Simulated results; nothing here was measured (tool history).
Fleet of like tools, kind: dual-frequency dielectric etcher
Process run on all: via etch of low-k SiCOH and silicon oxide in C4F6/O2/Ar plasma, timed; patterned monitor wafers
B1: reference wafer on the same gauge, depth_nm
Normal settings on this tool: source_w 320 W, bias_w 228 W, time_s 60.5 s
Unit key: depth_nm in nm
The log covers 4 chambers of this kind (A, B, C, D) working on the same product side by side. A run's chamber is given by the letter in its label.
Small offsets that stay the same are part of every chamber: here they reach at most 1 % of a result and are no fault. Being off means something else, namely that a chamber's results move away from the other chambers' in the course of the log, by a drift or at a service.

run 1D hour=4.1 | source_w=320 bias_w=228 time_s=60.5 | B1=147.00 | depth_nm=155.60
run 2C hour=8.7 | source_w=320 bias_w=228 time_s=60.5 | B1=147.02 | depth_nm=157.89
run 3A hour=15.6 | source_w=320 bias_w=228 time_s=60.5 | B1=147.08 | depth_nm=155.88
run 4B hour=21.5 | source_w=320 bias_w=228 time_s=60.5 | B1=147.13 | depth_nm=155.74
run 5A hour=28.9 | source_w=320 bias_w=228 time_s=60.5 | B1=147.10 | depth_nm=155.95
run 6B hour=37.0 | source_w=320 bias_w=228 time_s=60.5 | B1=147.12 | depth_nm=155.83
run 7C hour=44.1 | source_w=320 bias_w=228 time_s=60.5 | B1=147.10 | depth_nm=157.88
run 8D hour=50.8 | source_w=270 bias_w=228 time_s=60.5 | B1=147.12 | depth_nm=146.18
run 9D hour=58.2 | source_w=270 bias_w=228 time_s=60.5 | B1=147.17 | depth_nm=145.94
run 10C hour=64.4 | source_w=270 bias_w=228 time_s=60.5 | B1=147.19 | depth_nm=148.28
run 11B hour=71.8 | source_w=270 bias_w=228 time_s=60.5 | B1=147.26 | depth_nm=146.08
run 12A hour=77.7 | source_w=320 bias_w=228 time_s=60.5 | B1=147.26 | depth_nm=156.08
run 13D hour=86.9 | source_w=280 bias_w=281 time_s=60.5 | B1=147.28 | depth_nm=158.89
run 14C hour=95.4 | source_w=280 bias_w=281 time_s=60.5 | B1=147.29 | depth_nm=161.80
run 15B hour=103.6 | source_w=280 bias_w=281 time_s=60.5 | B1=147.32 | depth_nm=159.44
run 16A hour=109.1 | source_w=280 bias_w=281 time_s=60.5 | B1=147.36 | depth_nm=159.53
run 17B hour=113.5 | source_w=320 bias_w=228 time_s=60.5 | B1=147.37 | depth_nm=156.15
-- hour=116.3 chamber D: wet clean of the chamber
run 18D hour=122.8 | source_w=320 bias_w=228 time_s=60.5 | B1=147.44 | depth_nm=155.85
run 19C hour=132.1 | source_w=390 bias_w=180 time_s=60.5 | B1=147.47 | depth_nm=158.15
run 20A hour=137.9 | source_w=390 bias_w=180 time_s=60.5 | B1=147.49 | depth_nm=155.74
run 21C hour=144.4 | source_w=390 bias_w=180 time_s=60.5 | B1=147.40 | depth_nm=157.83
run 22B hour=152.0 | source_w=390 bias_w=180 time_s=60.5 | B1=147.50 | depth_nm=155.89
run 23D hour=156.5 | source_w=320 bias_w=228 time_s=60.5 | B1=147.50 | depth_nm=156.15
run 24A hour=164.7 | source_w=320 bias_w=228 time_s=60.5 | B1=147.52 | depth_nm=156.05
run 25A hour=169.8 | source_w=320 bias_w=228 time_s=60.5 | B1=147.56 | depth_nm=156.24
run 26C hour=176.0 | source_w=320 bias_w=228 time_s=60.5 | B1=147.54 | depth_nm=158.30
run 27D hour=182.5 | source_w=320 bias_w=228 time_s=60.5 | B1=147.59 | depth_nm=156.01
run 28B hour=189.1 | source_w=320 bias_w=228 time_s=60.5 | B1=147.61 | depth_nm=156.31
run 29B hour=195.9 | source_w=320 bias_w=228 time_s=60.5 | B1=147.62 | depth_nm=156.82

Read the log: is a single chamber off, either drifting away or since a service, is the gauge that measures every chamber drifting, or is nothing wrong beyond small per-chamber offsets? Name any odd chamber and what most likely caused it.

The shared gauge is drifting. All chambers look as if they move in step, but none is off.
Cause: gauge reads high (%) = 0.446.
